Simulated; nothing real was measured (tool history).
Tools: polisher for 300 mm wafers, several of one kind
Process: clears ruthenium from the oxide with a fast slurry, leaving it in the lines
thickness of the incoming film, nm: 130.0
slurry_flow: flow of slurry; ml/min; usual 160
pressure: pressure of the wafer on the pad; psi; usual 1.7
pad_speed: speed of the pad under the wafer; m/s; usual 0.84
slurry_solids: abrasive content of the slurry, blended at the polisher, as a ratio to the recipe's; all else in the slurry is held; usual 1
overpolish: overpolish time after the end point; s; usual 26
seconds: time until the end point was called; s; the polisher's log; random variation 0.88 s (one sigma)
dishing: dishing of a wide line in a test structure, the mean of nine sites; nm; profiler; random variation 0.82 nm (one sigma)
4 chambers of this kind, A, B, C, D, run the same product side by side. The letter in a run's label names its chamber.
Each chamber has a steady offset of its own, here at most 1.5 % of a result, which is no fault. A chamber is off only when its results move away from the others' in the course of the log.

run,day,slurry_flow,pressure,pad_speed,slurry_solids,overpolish,wafers polished on this pad,hours since the slurry nozzle was cleaned,hours since the head pressure was calibrated,hours since the slurry blender was calibrated,seconds,dishing
1B,0.25,160,1.7,0.84,1,26,305,190.7,825.6,120.9,57.847,47.913
# day 0.329: chamber D: worn pad replaced by a new one
2C,0.417,160,1.7,0.84,1,26,575,670.2,1290,316.4,58.713,48.293
# day 0.45: chamber C: slurry nozzle cleaned
3A,0.667,160,1.7,0.84,1,26,999,286.6,1291.1,222.4,56.321,48.324
4D,0.904,160,1.7,0.84,1,26,129,189,645.9,199.8,56.877,49.329
# day 1.008: chamber B: slurry blender recalibrated
5A,1.183,160,1.7,0.84,1,26,1116,299,1303.5,234.8,58.761,47.236
# day 1.242: chamber A: slurry blender recalibrated
# day 1.267: chamber C: worn pad replaced by a new one
6D,1.321,160,1.7,0.84,1,26,223,199,655.9,209.8,57.563,49.301
# day 1.408: chamber A: worn pad replaced by a new one
7B,1.504,160,1.7,0.84,1,26,588,220.8,855.7,12,59.144,46.673
8C,1.775,160,1.7,0.84,1,26,114,31.8,1322.6,349,58.461,47.067
9A,1.908,125,1.7,0.84,1,26,113,316.4,1320.9,16,58.886,46.146
# day 2.025: chamber B: worn pad replaced by a new one
10D,2.058,125,1.7,0.84,1,26,390,216.7,673.6,227.5,60.801,45.115
11B,2.217,125,1.7,0.84,1,26,44,237.9,872.8,29.1,58.177,46.568
12C,2.429,125,1.7,0.84,1,26,262,47.5,1338.3,364.7,60.512,46.881
13C,2.654,160,1.7,0.62,1,26,313,52.9,1343.7,370.1,80.561,36.566
# day 2.658: chamber D: worn pad replaced by a new one
14A,2.867,160,1.7,0.62,1,26,329,339.4,1343.9,39,75.92,35.853
15B,3.108,160,1.7,0.62,1,26,245,259.3,894.2,50.5,78.716,34.733
16D,3.338,160,1.7,0.62,1,26,153,247.4,704.3,258.2,77.638,35.716
17D,3.55,160,1.7,0.84,1,26,200,252.5,709.4,263.3,56.989,49.55
18C,3.762,160,1.7,0.84,1,26,562,79.5,1370.3,396.7,58.386,46.649
# day 4.025: chamber A: head pressure recalibrated
19A,4.033,160,1.2,0.84,1,26,592,367.4,0.2,67,81.494,34.223
# day 4.179: chamber C: head pressure recalibrated
20B,4.192,160,1.2,0.84,1,26,489,285.3,920.2,76.5,82.666,34.642
21D,4.388,160,1.2,0.84,1,26,389,272.6,729.5,283.4,80.28,34.311
# day 4.617: chamber C: worn pad replaced by a new one
22C,4.625,160,1.2,0.84,1,26,1,100.2,10.7,417.4,80.499,34.817
23B,4.796,160,1.7,0.84,1,26,625,299.8,934.7,91,59.411,46.837
24A,5.008,160,1.7,0.84,1,26,812,390.8,23.6,90.4,57.056,47.867
# day 5.1: chamber B: worn pad replaced by a new one
# day 5.121: chamber D: head pressure recalibrated
25B,5.15,160,1.7,0.84,1,26,11,308.3,943.2,99.5,57.91,45.841
# day 5.333: chamber D: worn pad replaced by a new one
26A,5.421,160,1.7,0.84,1,26,905,400.7,33.5,100.3,56.5,48.245
27D,5.588,160,1.7,0.84,1,26,57,301.4,11.2,312.2,55.938,49.468
28C,5.838,160,1.7,0.84,1,26,275,129.3,39.8,446.5,56.435,49.292
# day 5.929: chamber A: worn pad replaced by a new one
29C,5.996,160,1.7,0.84,1,26,310,133.1,43.6,450.3,56.861,48.525
30D,6.208,160,1.7,0.84,1,26,197,316.3,26.1,327.1,58.093,48.814
# day 6.275: chamber C: slurry blender recalibrated
# day 6.292: chamber B: head pressure recalibrated
31A,6.358,160,1.7,0.84,1,26,97,423.2,56,122.8,57.631,48.577
32B,6.583,160,1.7,0.84,1,26,334,342.7,7.1,133.9,58.429,46.616
33D,6.854,160,1.7,0.84,1,26,343,331.8,41.6,342.6,58.233,48.061
# day 6.9: chamber B: slurry blender recalibrated
34A,7.133,160,1.7,0.84,1,26,272,441.8,74.6,141.4,56.603,46.166
35C,7.312,140,1.7,0.84,1,26,607,164.7,75.2,24.9,59.756,46.333
36B,7.504,140,1.7,0.84,1,26,542,364.8,29.2,14.6,61.309,45.926
37B,7.633,140,1.7,0.84,1,26,571,367.9,32.3,17.7,59.021,46.63
# day 7.821: chamber D: worn pad replaced by a new one
38C,7.879,140,1.7,0.84,1,26,735,178.3,88.8,38.5,59.652,47.182
39A,8.158,160,1.7,0.84,1,26,503,466.4,99.2,166,55.966,48.229
40D,8.312,160,1.7,0.84,1,26,111,366.8,76.6,377.6,56.473,49.204

All 4 chambers run these settings next. Forecast each chamber's results:
41A,8.517,160,1.7,0.6,1,26,,,,,?,?
41B,8.517,160,1.7,0.6,1,26,,,,,?,?
41C,8.517,160,1.7,0.6,1,26,,,,,?,?
41D,8.517,160,1.7,0.6,1,26,,,,,?,?

run,seconds,dishing
41A,77.58,34.476
41B,79.256,35.607
41C,83.064,36.416
41D,79.827,35.083

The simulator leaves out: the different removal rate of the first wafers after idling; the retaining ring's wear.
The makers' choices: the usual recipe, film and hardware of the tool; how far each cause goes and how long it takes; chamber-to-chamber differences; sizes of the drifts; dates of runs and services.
